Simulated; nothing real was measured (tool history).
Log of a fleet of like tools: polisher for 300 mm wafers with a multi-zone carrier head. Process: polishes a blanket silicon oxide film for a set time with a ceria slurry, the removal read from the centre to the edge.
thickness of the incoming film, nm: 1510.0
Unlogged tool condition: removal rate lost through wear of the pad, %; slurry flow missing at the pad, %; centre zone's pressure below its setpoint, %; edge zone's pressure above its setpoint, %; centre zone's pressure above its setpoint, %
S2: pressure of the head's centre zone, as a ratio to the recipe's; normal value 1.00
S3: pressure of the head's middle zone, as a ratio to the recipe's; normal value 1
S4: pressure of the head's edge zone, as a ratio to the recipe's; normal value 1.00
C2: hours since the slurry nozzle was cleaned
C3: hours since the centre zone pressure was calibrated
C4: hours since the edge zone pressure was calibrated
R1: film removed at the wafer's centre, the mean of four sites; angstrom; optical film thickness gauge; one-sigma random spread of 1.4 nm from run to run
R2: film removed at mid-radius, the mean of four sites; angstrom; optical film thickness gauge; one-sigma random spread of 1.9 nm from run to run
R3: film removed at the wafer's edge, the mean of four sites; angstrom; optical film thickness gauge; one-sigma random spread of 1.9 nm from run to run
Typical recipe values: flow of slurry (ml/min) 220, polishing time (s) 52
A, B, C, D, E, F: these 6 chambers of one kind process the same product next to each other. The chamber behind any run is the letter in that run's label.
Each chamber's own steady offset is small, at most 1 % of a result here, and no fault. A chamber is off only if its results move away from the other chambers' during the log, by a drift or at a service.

{"day": 0.596, "done": "chamber E: worn pad replaced by a new one"}
{"run": "1F", "day": 0.629, "flow of slurry (ml/min)": 220, "S2": 1.0, "S3": 1, "S4": 1.0, "polishing time (s)": 52, "wafers polished on this pad": 279, "C2": 812.3, "C3": 592.8, "C4": 1519.9, "R1": 1945.5, "R2": 1901.5, "R3": 1933.7}
{"day": 0.692, "done": "chamber C: worn pad replaced by a new one"}
{"day": 0.996, "done": "chamber F: edge zone pressure recalibrated"}
{"run": "2D", "day": 1.158, "flow of slurry (ml/min)": 220, "S2": 1.0, "S3": 1, "S4": 1.0, "polishing time (s)": 52, "wafers polished on this pad": 548, "C2": 789.1, "C3": 427.3, "C4": 417.6, "R1": 1892.3, "R2": 1904.4, "R3": 1896.8}
{"run": "3A", "day": 1.562, "flow of slurry (ml/min)": 220, "S2": 1.0, "S3": 1, "S4": 1.0, "polishing time (s)": 52, "wafers polished on this pad": 676, "C2": 185.0, "C3": 49.6, "C4": 783.6, "R1": 1914.1, "R2": 1964.6, "R3": 1911.8}
{"run": "4B", "day": 1.871, "flow of slurry (ml/min)": 220, "S2": 1.0, "S3": 1, "S4": 1.0, "polishing time (s)": 52, "wafers polished on this pad": 1139, "C2": 250.9, "C3": 592.5, "C4": 491.2, "R1": 1932.3, "R2": 1946.2, "R3": 1951.6}
{"day": 2.221, "done": "chamber D: slurry nozzle cleaned"}
{"run": "5C", "day": 2.329, "flow of slurry (ml/min)": 220, "S2": 1.0, "S3": 1, "S4": 1.0, "polishing time (s)": 52, "wafers polished on this pad": 354, "C2": 122.5, "C3": 1027.6, "C4": 374.4, "R1": 1932.0, "R2": 1902.1, "R3": 1970.8}
{"day": 2.692, "done": "chamber B: slurry nozzle cleaned"}
{"run": "6E", "day": 2.75, "flow of slurry (ml/min)": 220, "S2": 1.0, "S3": 1, "S4": 1.0, "polishing time (s)": 52, "wafers polished on this pad": 467, "C2": 67.1, "C3": 755.7, "C4": 268.5, "R1": 1918.5, "R2": 1936.5, "R3": 1935.5}
{"day": 2.8, "done": "chamber B: worn pad replaced by a new one"}
{"run": "7C", "day": 3.088, "flow of slurry (ml/min)": 220, "S2": 1.0, "S3": 1, "S4": 1.0, "polishing time (s)": 52, "wafers polished on this pad": 518, "C2": 140.7, "C3": 1045.8, "C4": 392.6, "R1": 1930.6, "R2": 1888.3, "R3": 1947.9}
{"run": "8D", "day": 3.596, "flow of slurry (ml/min)": 220, "S2": 1.0, "S3": 1, "S4": 1.0, "polishing time (s)": 52, "wafers polished on this pad": 1076, "C2": 33.1, "C3": 485.8, "C4": 476.1, "R1": 1898.6, "R2": 1900.7, "R3": 1915.5}
{"day": 3.9, "done": "chamber D: worn pad replaced by a new one"}
{"run": "9E", "day": 3.962, "flow of slurry (ml/min)": 220, "S2": 1.0, "S3": 1, "S4": 1.0, "polishing time (s)": 52, "wafers polished on this pad": 729, "C2": 96.2, "C3": 784.8, "C4": 297.6, "R1": 1930.3, "R2": 1957.9, "R3": 1943.1}
{"day": 3.979, "done": "chamber F: slurry nozzle cleaned"}
{"day": 4.1, "done": "chamber E: worn pad replaced by a new one"}
{"day": 4.192, "done": "chamber C: worn pad replaced by a new one"}
{"run": "10F", "day": 4.458, "flow of slurry (ml/min)": 220, "S2": 1.0, "S3": 1, "S4": 1.0, "polishing time (s)": 52, "wafers polished on this pad": 1109, "C2": 11.5, "C3": 684.7, "C4": 83.2, "R1": 1945.3, "R2": 1909.7, "R3": 1908.2}
{"day": 4.738, "done": "chamber A: worn pad replaced by a new one"}
{"run": "11B", "day": 4.754, "flow of slurry (ml/min)": 220, "S2": 1.0, "S3": 1, "S4": 1.0, "polishing time (s)": 52, "wafers polished on this pad": 423, "C2": 49.6, "C3": 661.7, "C4": 560.4, "R1": 1940.7, "R2": 1907.6, "R3": 1950.1}
{"run": "12A", "day": 5.346, "flow of slurry (ml/min)": 220, "S2": 1.0, "S3": 1, "S4": 1.0, "polishing time (s)": 52, "wafers polished on this pad": 132, "C2": 275.8, "C3": 140.4, "C4": 874.4, "R1": 1874.0, "R2": 1911.5, "R3": 1918.2}
{"day": 5.583, "done": "chamber F: worn pad replaced by a new one"}
{"run": "13A", "day": 5.929, "flow of slurry (ml/min)": 220, "S2": 1.0, "S3": 1, "S4": 1.0, "polishing time (s)": 52, "wafers polished on this pad": 258, "C2": 289.8, "C3": 154.4, "C4": 888.4, "R1": 1880.7, "R2": 1897.7, "R3": 1914.2}
{"run": "14D", "day": 6.25, "flow of slurry (ml/min)": 220, "S2": 1.0, "S3": 1, "S4": 1.0, "polishing time (s)": 52, "wafers polished on this pad": 509, "C2": 96.8, "C3": 549.5, "C4": 539.8, "R1": 1914.2, "R2": 1899.4, "R3": 1983.9}
{"run": "15C", "day": 6.658, "flow of slurry (ml/min)": 220, "S2": 1.0, "S3": 1, "S4": 1.0, "polishing time (s)": 52, "wafers polished on this pad": 534, "C2": 226.4, "C3": 1131.5, "C4": 478.3, "R1": 1942.4, "R2": 1903.0, "R3": 1939.9}
{"day": 6.708, "done": "chamber D: edge zone pressure recalibrated"}
{"run": "16F", "day": 7.104, "flow of slurry (ml/min)": 220, "S2": 1.0, "S3": 1, "S4": 1.0, "polishing time (s)": 52, "wafers polished on this pad": 330, "C2": 75.0, "C3": 748.2, "C4": 146.7, "R1": 1927.3, "R2": 1919.3, "R3": 1950.9}
{"day": 7.329, "done": "chamber E: worn pad replaced by a new one"}
{"run": "17E", "day": 7.712, "flow of slurry (ml/min)": 220, "S2": 1.06, "S3": 1, "S4": 1.06, "polishing time (s)": 52, "wafers polished on this pad": 83, "C2": 186.2, "C3": 874.8, "C4": 387.6, "R1": 2063.2, "R2": 1942.2, "R3": 1979.5}
{"day": 7.838, "done": "chamber C: slurry nozzle cleaned"}
{"day": 7.962, "done": "chamber C: worn pad replaced by a new one"}
{"run": "18B", "day": 8.183, "flow of slurry (ml/min)": 220, "S2": 1.06, "S3": 1, "S4": 1.06, "polishing time (s)": 52, "wafers polished on this pad": 1166, "C2": 131.9, "C3": 744.0, "C4": 642.7, "R1": 2066.7, "R2": 1909.9, "R3": 2007.8}
{"run": "19B", "day": 8.562, "flow of slurry (ml/min)": 220, "S2": 1.06, "S3": 1, "S4": 1.06, "polishing time (s)": 52, "wafers polished on this pad": 1248, "C2": 141.0, "C3": 753.1, "C4": 651.8, "R1": 2036.8, "R2": 1922.6, "R3": 1998.1}
{"day": 8.667, "done": "chamber B: centre zone pressure recalibrated"}
{"day": 8.962, "done": "chamber D: worn pad replaced by a new one"}
{"run": "20A", "day": 9.088, "flow of slurry (ml/min)": 220, "S2": 1.06, "S3": 1, "S4": 1.06, "polishing time (s)": 52, "wafers polished on this pad": 942, "C2": 365.6, "C3": 230.2, "C4": 964.2, "R1": 1974.1, "R2": 1916.3, "R3": 1952.9}
{"day": 9.096, "done": "chamber B: worn pad replaced by a new one"}
{"run": "21F", "day": 9.504, "flow of slurry (ml/min)": 220, "S2": 1.06, "S3": 1, "S4": 1.06, "polishing time (s)": 52, "wafers polished on this pad": 849, "C2": 132.6, "C3": 805.8, "C4": 204.3, "R1": 2037.6, "R2": 1937.6, "R3": 1978.2}
{"run": "22E", "day": 10.046, "flow of slurry (ml/min)": 220, "S2": 1.06, "S3": 1, "S4": 1.06, "polishing time (s)": 52, "wafers polished on this pad": 589, "C2": 242.2, "C3": 930.8, "C4": 443.6, "R1": 2041.3, "R2": 1951.0, "R3": 2006.1}
{"day": 10.096, "done": "chamber F: centre zone pressure recalibrated"}
{"run": "23C", "day": 10.458, "flow of slurry (ml/min)": 220, "S2": 1.0, "S3": 1, "S4": 1.0, "polishing time (s)": 52, "wafers polished on this pad": 541, "C2": 63.0, "C3": 1222.7, "C4": 569.5, "R1": 1955.6, "R2": 1904.4, "R3": 1970.0}
{"day": 10.462, "done": "chamber C: edge zone pressure recalibrated"}
{"day": 10.467, "done": "chamber E: worn pad replaced by a new one"}
{"day": 10.512, "done": "chamber E: edge zone pressure recalibrated"}
{"run": "24D", "day": 10.921, "flow of slurry (ml/min)": 220, "S2": 0.95, "S3": 1, "S4": 1.0, "polishing time (s)": 52, "wafers polished on this pad": 424, "C2": 208.9, "C3": 661.6, "C4": 101.2, "R1": 1808.6, "R2": 1905.2, "R3": 1938.4}
{"day": 11.112, "done": "chamber C: worn pad replaced by a new one"}
{"run": "25C", "day": 11.525, "flow of slurry (ml/min)": 220, "S2": 0.95, "S3": 1, "S4": 1.0, "polishing time (s)": 52, "wafers polished on this pad": 89, "C2": 88.6, "C3": 1248.3, "C4": 25.6, "R1": 1825.5, "R2": 1928.7, "R3": 1909.7}
{"run": "26A", "day": 11.925, "flow of slurry (ml/min)": 220, "S2": 0.95, "S3": 1, "S4": 1.0, "polishing time (s)": 52, "wafers polished on this pad": 1557, "C2": 433.7, "C3": 298.3, "C4": 1032.3, "R1": 1740.9, "R2": 1881.3, "R3": 1916.1}
{"day": 12.017, "done": "chamber F: worn pad replaced by a new one"}
{"run": "27F", "day": 12.458, "flow of slurry (ml/min)": 220, "S2": 0.95, "S3": 1, "S4": 1.0, "polishing time (s)": 52, "wafers polished on this pad": 96, "C2": 203.5, "C3": 56.7, "C4": 275.2, "R1": 1843.2, "R2": 1915.2, "R3": 1929.0}
{"day": 12.479, "done": "chamber A: worn pad replaced by a new one"}
{"run": "28D", "day": 13.004, "flow of slurry (ml/min)": 220, "S2": 0.95, "S3": 1, "S4": 1.0, "polishing time (s)": 52, "wafers polished on this pad": 876, "C2": 258.9, "C3": 711.6, "C4": 151.2, "R1": 1815.9, "R2": 1884.9, "R3": 1942.4}
{"run": "29B", "day": 13.379, "flow of slurry (ml/min)": 220, "S2": 0.95, "S3": 1, "S4": 1.0, "polishing time (s)": 52, "wafers polished on this pad": 928, "C2": 256.6, "C3": 113.2, "C4": 767.4, "R1": 1815.3, "R2": 1942.4, "R3": 1922.0}
{"run": "30E", "day": 13.917, "flow of slurry (ml/min)": 220, "S2": 1.0, "S3": 1, "S4": 1.0, "polishing time (s)": 52, "wafers polished on this pad": 747, "C2": 335.1, "C3": 1023.7, "C4": 81.7, "R1": 1919.7, "R2": 1964.2, "R3": 1949.8}
{"day": 14.275, "done": "chamber D: worn pad replaced by a new one"}
{"day": 14.304, "done": "chamber E: worn pad replaced by a new one"}
{"run": "31D", "day": 14.504, "flow of slurry (ml/min)": 220, "S2": 1.0, "S3": 1, "S4": 1.0, "polishing time (s)": 52, "wafers polished on this pad": 49, "C2": 294.9, "C3": 747.6, "C4": 187.2, "R1": 1914.1, "R2": 1934.2, "R3": 1937.8}
{"run": "32A", "day": 15.017, "flow of slurry (ml/min)": 220, "S2": 1.0, "S3": 1, "S4": 1.0, "polishing time (s)": 52, "wafers polished on this pad": 549, "C2": 507.9, "C3": 372.5, "C4": 1106.5, "R1": 1789.6, "R2": 1822.2, "R3": 1867.7}
{"day": 15.088, "done": "chamber B: worn pad replaced by a new one"}
{"day": 15.104, "done": "chamber C: worn pad replaced by a new one"}
{"day": 15.129, "done": "chamber E: slurry nozzle cleaned"}
{"day": 15.192, "done": "chamber C: centre zone pressure recalibrated"}
{"run": "33E", "day": 15.517, "flow of slurry (ml/min)": 220, "S2": 1.0, "S3": 1, "S4": 1.0, "polishing time (s)": 52, "wafers polished on this pad": 263, "C2": 9.4, "C3": 1062.1, "C4": 120.1, "R1": 1929.7, "R2": 1928.2, "R3": 1946.4}
{"run": "34B", "day": 16.0, "flow of slurry (ml/min)": 220, "S2": 1.0, "S3": 1, "S4": 1.0, "polishing time (s)": 52, "wafers polished on this pad": 198, "C2": 319.5, "C3": 176.1, "C4": 830.3, "R1": 1915.7, "R2": 1924.7, "R3": 1930.1}
{"run": "35C", "day": 16.562, "flow of slurry (ml/min)": 220, "S2": 1.0, "S3": 1, "S4": 1.0, "polishing time (s)": 52, "wafers polished on this pad": 316, "C2": 209.5, "C3": 32.9, "C4": 146.5, "R1": 1944.5, "R2": 1919.9, "R3": 1919.4}
{"run": "36F", "day": 17.025, "flow of slurry (ml/min)": 220, "S2": 1.0, "S3": 1, "S4": 1.0, "polishing time (s)": 52, "wafers polished on this pad": 1085, "C2": 313.1, "C3": 166.3, "C4": 384.8, "R1": 1934.4, "R2": 1909.4, "R3": 1941.2}
{"run": "37C", "day": 17.521, "flow of slurry (ml/min)": 220, "S2": 1.0, "S3": 1, "S4": 0.88, "polishing time (s)": 41, "wafers polished on this pad": 524, "C2": 232.5, "C3": 55.9, "C4": 169.5, "R1": 1514.9, "R2": 1510.8, "R3": 1419.9}
{"run": "38D", "day": 17.95, "flow of slurry (ml/min)": 220, "S2": 1.0, "S3": 1, "S4": 0.88, "polishing time (s)": 41, "wafers polished on this pad": 795, "C2": 377.6, "C3": 830.3, "C4": 269.9, "R1": 1534.8, "R2": 1485.9, "R3": 1428.8}

Is one chamber off against the others, does the gauge drift, or is nothing wrong? If a chamber is off, say which, and what the likeliest cause is.

Little by little, chamber A moves away from the other chambers.
What lies behind it: slurry flow missing at the pad, % = 36.3.

Which of the 4 candidates below, each the usual settings with something changed and its results left as question marks, puts chamber A back in line with what the other chambers give on the usual settings?
Maximum distance from the other chambers' mean on the usual settings for a result to count as in line: R1 50.0 angstrom; R2 68.0 angstrom; R3 68.0 angstrom
{"run": "39A-1", "day": 18.4, "flow of slurry (ml/min)": 215, "S2": 0.97, "S3": 1, "S4": 1.01, "polishing time (s)": 49, "R1": "?", "R2": "?", "R3": "?"}
{"run": "39A-2", "day": 18.4, "flow of slurry (ml/min)": 225, "S2": 1.03, "S3": 1, "S4": 0.99, "polishing time (s)": 55, "R1": "?", "R2": "?", "R3": "?"}
{"run": "39A-3", "day": 18.4, "flow of slurry (ml/min)": 225, "S2": 1.01, "S3": 1, "S4": 1.0, "polishing time (s)": 53, "R1": "?", "R2": "?", "R3": "?"}
{"run": "39A-4", "day": 18.4, "flow of slurry (ml/min)": 215, "S2": 0.99, "S3": 1, "S4": 1.0, "polishing time (s)": 51, "R1": "?", "R2": "?", "R3": "?"}

Average result of the remaining chambers running the usual settings: R1 1922.0 angstrom; R2 1920.5 angstrom; R3 1933.2 angstrom
run=39A-1 R1=1597.4 R2=1690.5 R3=1734.9
run=39A-2 R1=1934.8 R2=1914.5 R3=1940.0
run=39A-3 R1=1825.0 R2=1845.1 R3=1879.2
run=39A-4 R1=1700.2 R2=1759.3 R3=1796.4
It is 39A-2 that realigns the chamber with its peers.
